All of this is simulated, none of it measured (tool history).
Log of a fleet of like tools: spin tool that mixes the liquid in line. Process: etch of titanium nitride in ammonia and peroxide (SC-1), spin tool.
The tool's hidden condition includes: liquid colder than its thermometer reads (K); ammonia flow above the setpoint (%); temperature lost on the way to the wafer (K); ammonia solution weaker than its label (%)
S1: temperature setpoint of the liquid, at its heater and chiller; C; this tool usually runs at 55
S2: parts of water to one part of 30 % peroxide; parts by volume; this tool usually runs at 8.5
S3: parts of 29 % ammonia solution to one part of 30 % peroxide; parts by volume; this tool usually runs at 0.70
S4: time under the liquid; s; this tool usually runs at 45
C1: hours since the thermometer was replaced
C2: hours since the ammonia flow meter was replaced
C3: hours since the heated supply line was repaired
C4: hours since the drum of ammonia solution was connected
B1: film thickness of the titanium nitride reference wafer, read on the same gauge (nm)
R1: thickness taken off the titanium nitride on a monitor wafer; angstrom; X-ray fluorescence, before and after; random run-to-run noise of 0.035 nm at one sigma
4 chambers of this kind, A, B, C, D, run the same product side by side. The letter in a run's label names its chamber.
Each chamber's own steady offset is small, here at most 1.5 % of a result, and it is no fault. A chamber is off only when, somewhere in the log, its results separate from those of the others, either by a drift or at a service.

run 1A hour=6.4 | S1=55 S2=8.5 S3=0.70 S4=45 | C1=473.0 C2=2115.9 C3=388.8 C4=539.0 | B1=40.016 | R1=45.303
run 2C hour=11.3 | S1=55 S2=8.5 S3=0.70 S4=45 | C1=286.9 C2=1897.1 C3=1765.0 C4=676.3 | B1=39.980 | R1=44.897
-- hour=15.1 chamber D: new drum of ammonia solution connected
run 3B hour=18.8 | S1=55 S2=8.5 S3=0.70 S4=45 | C1=859.0 C2=52.0 C3=1357.2 C4=51.3 | B1=40.001 | R1=44.326
run 4D hour=22.4 | S1=55 S2=8.5 S3=0.70 S4=45 | C1=578.7 C2=1518.3 C3=1678.4 C4=7.4 | B1=40.015 | R1=44.138
run 5C hour=28.0 | S1=55 S2=8.5 S3=0.70 S4=45 | C1=303.6 C2=1913.8 C3=1781.7 C4=693.0 | B1=40.013 | R1=44.603
run 6A hour=31.7 | S1=55 S2=8.5 S3=0.70 S4=45 | C1=498.3 C2=2141.2 C3=414.1 C4=564.3 | B1=40.003 | R1=44.806
run 7D hour=35.4 | S1=55 S2=8.5 S3=0.70 S4=45 | C1=591.7 C2=1531.3 C3=1691.4 C4=20.4 | B1=40.014 | R1=44.151
-- hour=36.2 chamber A: ammonia flow meter replaced
run 8B hour=41.5 | S1=55 S2=8.5 S3=0.70 S4=45 | C1=881.7 C2=74.7 C3=1379.9 C4=74.0 | B1=39.959 | R1=44.819
run 9A hour=47.9 | S1=55 S2=8.5 S3=0.70 S4=45 | C1=514.5 C2=11.8 C3=430.3 C4=580.5 | B1=40.010 | R1=45.146
run 10D hour=53.8 | S1=55 S2=8.5 S3=0.70 S4=45 | C1=610.1 C2=1549.7 C3=1709.8 C4=38.8 | B1=40.024 | R1=44.214
run 11B hour=58.0 | S1=55 S2=8.5 S3=0.95 S4=45 | C1=898.2 C2=91.2 C3=1396.4 C4=90.5 | B1=40.000 | R1=47.577
run 12C hour=62.2 | S1=55 S2=8.5 S3=0.95 S4=45 | C1=337.8 C2=1948.0 C3=1815.9 C4=727.2 | B1=39.993 | R1=46.583
run 13A hour=69.5 | S1=55 S2=8.5 S3=0.95 S4=45 | C1=536.1 C2=33.4 C3=451.9 C4=602.1 | B1=39.995 | R1=46.785
run 14B hour=74.9 | S1=55 S2=8.5 S3=0.95 S4=45 | C1=915.1 C2=108.1 C3=1413.3 C4=107.4 | B1=39.980 | R1=46.579
-- hour=81.2 chamber D: ammonia flow meter replaced
run 15D hour=82.8 | S1=55 S2=8.5 S3=0.70 S4=45 | C1=639.1 C2=1.6 C3=1738.8 C4=67.8 | B1=39.996 | R1=44.329
run 16C hour=90.0 | S1=55 S2=8.5 S3=0.70 S4=45 | C1=365.6 C2=1975.8 C3=1843.7 C4=755.0 | B1=39.996 | R1=44.273
run 17B hour=96.0 | S1=55 S2=8.5 S3=0.70 S4=45 | C1=936.2 C2=129.2 C3=1434.4 C4=128.5 | B1=39.997 | R1=45.457
run 18C hour=99.8 | S1=55 S2=8.5 S3=0.70 S4=45 | C1=375.4 C2=1985.6 C3=1853.5 C4=764.8 | B1=40.010 | R1=44.201
run 19D hour=103.5 | S1=55 S2=8.5 S3=0.70 S4=45 | C1=659.8 C2=22.3 C3=1759.5 C4=88.5 | B1=40.007 | R1=43.766
run 20A hour=108.1 | S1=55 S2=8.5 S3=0.70 S4=45 | C1=574.7 C2=72.0 C3=490.5 C4=640.7 | B1=40.000 | R1=44.517
run 21D hour=116.2 | S1=55 S2=8.5 S3=0.70 S4=45 | C1=672.5 C2=35.0 C3=1772.2 C4=101.2 | B1=39.994 | R1=44.457
run 22B hour=122.6 | S1=55 S2=8.5 S3=0.70 S4=45 | C1=962.8 C2=155.8 C3=1461.0 C4=155.1 | B1=39.975 | R1=44.717
run 23A hour=129.6 | S1=55 S2=8.5 S3=0.70 S4=45 | C1=596.2 C2=93.5 C3=512.0 C4=662.2 | B1=40.021 | R1=44.635
run 24C hour=135.2 | S1=55 S2=8.5 S3=0.70 S4=45 | C1=410.8 C2=2021.0 C3=1888.9 C4=800.2 | B1=39.970 | R1=43.293
run 25B hour=142.0 | S1=55 S2=8.5 S3=0.70 S4=45 | C1=982.2 C2=175.2 C3=1480.4 C4=174.5 | B1=39.982 | R1=44.729
run 26C hour=148.1 | S1=55 S2=8.5 S3=0.70 S4=45 | C1=423.7 C2=2033.9 C3=1901.8 C4=813.1 | B1=39.998 | R1=42.431
run 27A hour=156.1 | S1=55 S2=8.5 S3=0.70 S4=45 | C1=622.7 C2=120.0 C3=538.5 C4=688.7 | B1=40.000 | R1=45.055
run 28D hour=159.8 | S1=55 S2=8.5 S3=0.70 S4=45 | C1=716.1 C2=78.6 C3=1815.8 C4=144.8 | B1=39.982 | R1=44.138
run 29B hour=167.1 | S1=49 S2=8.5 S3=0.70 S4=45 | C1=1007.3 C2=200.3 C3=1505.5 C4=199.6 | B1=39.995 | R1=29.551
-- hour=171.9 chamber C: new drum of ammonia solution connected
run 30C hour=172.2 | S1=49 S2=8.5 S3=0.70 S4=45 | C1=447.8 C2=2058.0 C3=1925.9 C4=0.3 | B1=40.006 | R1=27.958
run 31D hour=176.1 | S1=49 S2=8.5 S3=0.70 S4=45 | C1=732.4 C2=94.9 C3=1832.1 C4=161.1 | B1=40.032 | R1=29.455

One chamber off, gauge drift, or nothing amiss beyond the chambers' own small offsets? If it is a chamber, which one, and what is the likeliest cause?

It is chamber C that slowly wanders off from its peers.
Likeliest cause: liquid colder than its thermometer reads (K) = 0.841.
The log may not tell that from: temperature lost on the way to the wafer (K).

Chamber C could run next with any of the 4 candidate recipes listed below; each alters the usual settings, and their results appear as question marks. Which one brings its results back in line with what the other chambers deliver on the usual settings?
In line means no further than this from the other chambers' mean on the usual settings: R1 1.200 angstrom
run 32C-1 hour=182.0 | S1=55.0 S2=7.5 S3=0.70 S4=45 | R1=?
run 32C-2 hour=182.0 | S1=53.5 S2=8.5 S3=0.70 S4=45 | R1=?
run 32C-3 hour=182.0 | S1=55.0 S2=7.0 S3=0.70 S4=45 | R1=?
run 32C-4 hour=182.0 | S1=55.0 S2=9.5 S3=0.70 S4=45 | R1=?

Usual-settings mean across the other chambers: R1 44.545 angstrom
run=32C-1 R1=44.874
run=32C-2 R1=38.103
run=32C-3 R1=46.404
run=32C-4 R1=39.878
Change 32C-1 lands the chamber within the allowed miss of the other chambers.

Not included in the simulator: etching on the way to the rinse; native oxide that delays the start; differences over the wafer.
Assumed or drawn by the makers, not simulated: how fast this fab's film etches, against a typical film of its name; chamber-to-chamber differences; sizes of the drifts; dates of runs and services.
